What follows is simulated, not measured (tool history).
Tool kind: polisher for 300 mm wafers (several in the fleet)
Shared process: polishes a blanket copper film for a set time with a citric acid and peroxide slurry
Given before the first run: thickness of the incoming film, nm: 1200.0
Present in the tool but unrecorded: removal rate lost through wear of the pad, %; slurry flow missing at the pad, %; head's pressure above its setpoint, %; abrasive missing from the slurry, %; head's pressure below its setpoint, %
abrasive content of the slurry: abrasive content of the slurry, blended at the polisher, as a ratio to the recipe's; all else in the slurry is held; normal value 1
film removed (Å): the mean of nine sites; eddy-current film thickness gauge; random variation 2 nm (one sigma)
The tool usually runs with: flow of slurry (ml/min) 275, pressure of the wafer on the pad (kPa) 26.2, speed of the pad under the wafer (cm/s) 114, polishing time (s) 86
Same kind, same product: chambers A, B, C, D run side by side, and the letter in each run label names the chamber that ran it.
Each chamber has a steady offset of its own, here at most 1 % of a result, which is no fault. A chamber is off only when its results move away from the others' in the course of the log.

run   hour  flow of slurry (ml/min)  pressure of the wafer on the pad (kPa)  speed of the pad under the wafer (cm/s)  abrasive content of the slurry  polishing time (s)  wafers polished on this pad  hours since the slurry nozzle was cleaned  hours since the head pressure was calibrated  hours since the slurry blender was calibrated  film removed (Å)
 1C   14.3                      275                                    26.2                                      114                               1                  86                          449                                      117.5                                         591.2                                           99.7            3359.5
      25.1  -- chamber A: slurry blender recalibrated
      26.2  -- chamber C: worn pad replaced by a new one
 2D   29.5                      275                                    26.2                                      114                               1                  86                          601                                      100.7                                         553.3                                          218.8            3276.2
      34.0  -- chamber D: worn pad replaced by a new one
 3B   37.0                      275                                    26.2                                      114                               1                  86                          937                                      124.1                                         180.5                                          120.3            3301.4
 4A   47.7                      275                                    26.2                                      114                               1                  86                         1437                                       97.1                                         217.2                                           22.6            3313.9
      49.9  -- chamber C: slurry blender recalibrated
 5D   61.4                      275                                    26.2                                      114                               1                  86                          307                                      132.6                                         585.2                                          250.7            3304.4
      64.1  -- chamber A: worn pad replaced by a new one
 6C   69.9                      275                                    26.2                                      114                               1                  86                          490                                      173.1                                         646.8                                           20.1            3344.2
      72.9  -- chamber D: slurry blender recalibrated
      73.2  -- chamber C: worn pad replaced by a new one
      78.1  -- chamber B: worn pad replaced by a new one
 7B   83.5                      275                                    26.2                                      114                               1                  86                           60                                      170.6                                         227.0                                          166.8            3312.1
 8A   91.1                      275                                    26.2                                      114                               1                  86                          303                                      140.5                                         260.6                                           66.0            3336.6
      93.1  -- chamber D: worn pad replaced by a new one
 9D  103.5                      275                                    26.2                                      114                               1                  86                          117                                      174.7                                         627.3                                           30.7            3341.7
10B  113.3                      275                                    26.2                                      114                               1                  86                          394                                      200.4                                         256.8                                          196.6            3342.2
11C  121.3                      275                                    26.2                                      114                               1                  86                          539                                      224.5                                         698.2                                           71.5            3362.1
     129.4  -- chamber C: worn pad replaced by a new one
12A  132.9                      275                                    26.2                                      114                               1                  86                          772                                      182.3                                         302.4                                          107.8            3311.0
13C  148.1                      315                                    26.2                                      140                               1                  86                          209                                      251.3                                         725.0                                           98.3            4180.3
     153.7  -- chamber D: worn pad replaced by a new one
14B  159.1                      315                                    26.2                                      140                               1                  86                          908                                      246.2                                         302.6                                          242.4            4090.7
     163.9  -- chamber C: slurry blender recalibrated
15A  166.0                      315                                    26.2                                      140                               1                  86                         1144                                      215.4                                         335.5                                          140.9            4122.5
16D  173.4                      315                                    26.2                                      140                               1                  86                          221                                      244.6                                         697.2                                          100.6            4077.3
     181.2  -- chamber A: worn pad replaced by a new one
17B  184.9                      275                                    26.2                                      114                               1                  86                         1198                                      272.0                                         328.4                                          268.2            3337.9
     185.0  -- chamber C: worn pad replaced by a new one
18A  191.5                      275                                    26.2                                      114                               1                  86                          115                                      240.9                                         361.0                                          166.4            3327.1
     197.8  -- chamber B: worn pad replaced by a new one
     204.0  -- chamber D: worn pad replaced by a new one
19C  205.1                      275                                    26.2                                      114                               1                  86                          225                                      308.3                                         782.0                                           41.2            3370.5
     212.6  -- chamber B: head pressure recalibrated
20D  217.7                      275                                    26.2                                      114                               1                  86                          153                                      288.9                                         741.5                                          144.9            3227.2
21D  227.9                      275                                    26.2                                      114                               1                  86                          268                                      299.1                                         751.7                                          155.1            3211.8
22A  239.3                      275                                    26.2                                      114                               1                  86                          651                                      288.7                                         408.8                                          214.2            3299.8
     241.8  -- chamber C: worn pad replaced by a new one
23C  254.3                      275                                    26.2                                      114                               1                  86                          141                                      357.5                                         831.2                                           90.4            3374.8
24B  262.0                      275                                    26.2                                      114                               1                  86                          720                                      349.1                                          49.5                                          345.3            3357.5

What goes on in this fleet: one chamber off, a drifting gauge, or nothing beyond the chambers' own small offsets? Name the chamber and the cause, if any.

One chamber, D, drifts off from the rest bit by bit.
Likeliest cause: slurry flow missing at the pad, % = 36.5.
It could be hard to tell apart here from: head's pressure below its setpoint, %; abrasive missing from the slurry, %.

Which of the 4 candidates below, each the usual settings with something changed and its results left as question marks, puts chamber D back in line with what the other chambers give on the usual settings?
Counts as in line when no further than this from what the other chambers average on the usual settings: film removed (Å) 71.0
25D-1  272.9                      275                                    26.2                                      108                               1                  86                                                                                                                                                                                      ?
25D-2  272.9                      275                                    26.9                                      116                               1                  88                                                                                                                                                                                      ?
25D-3  272.9                      280                                    26.2                                      114                               1                  97                                                                                                                                                                                      ?
25D-4  272.9                      275                                    24.8                                      106                               1                  86                                                                                                                                                                                      ?

Average result of the remaining chambers running the usual settings: film removed (Å) 3334.5
  run  film removed (Å)
25D-1            2975.1
25D-2            3351.9
25D-3            3548.5
25D-4            2767.7
Change 25D-2 lands the chamber within the allowed miss of the other chambers.

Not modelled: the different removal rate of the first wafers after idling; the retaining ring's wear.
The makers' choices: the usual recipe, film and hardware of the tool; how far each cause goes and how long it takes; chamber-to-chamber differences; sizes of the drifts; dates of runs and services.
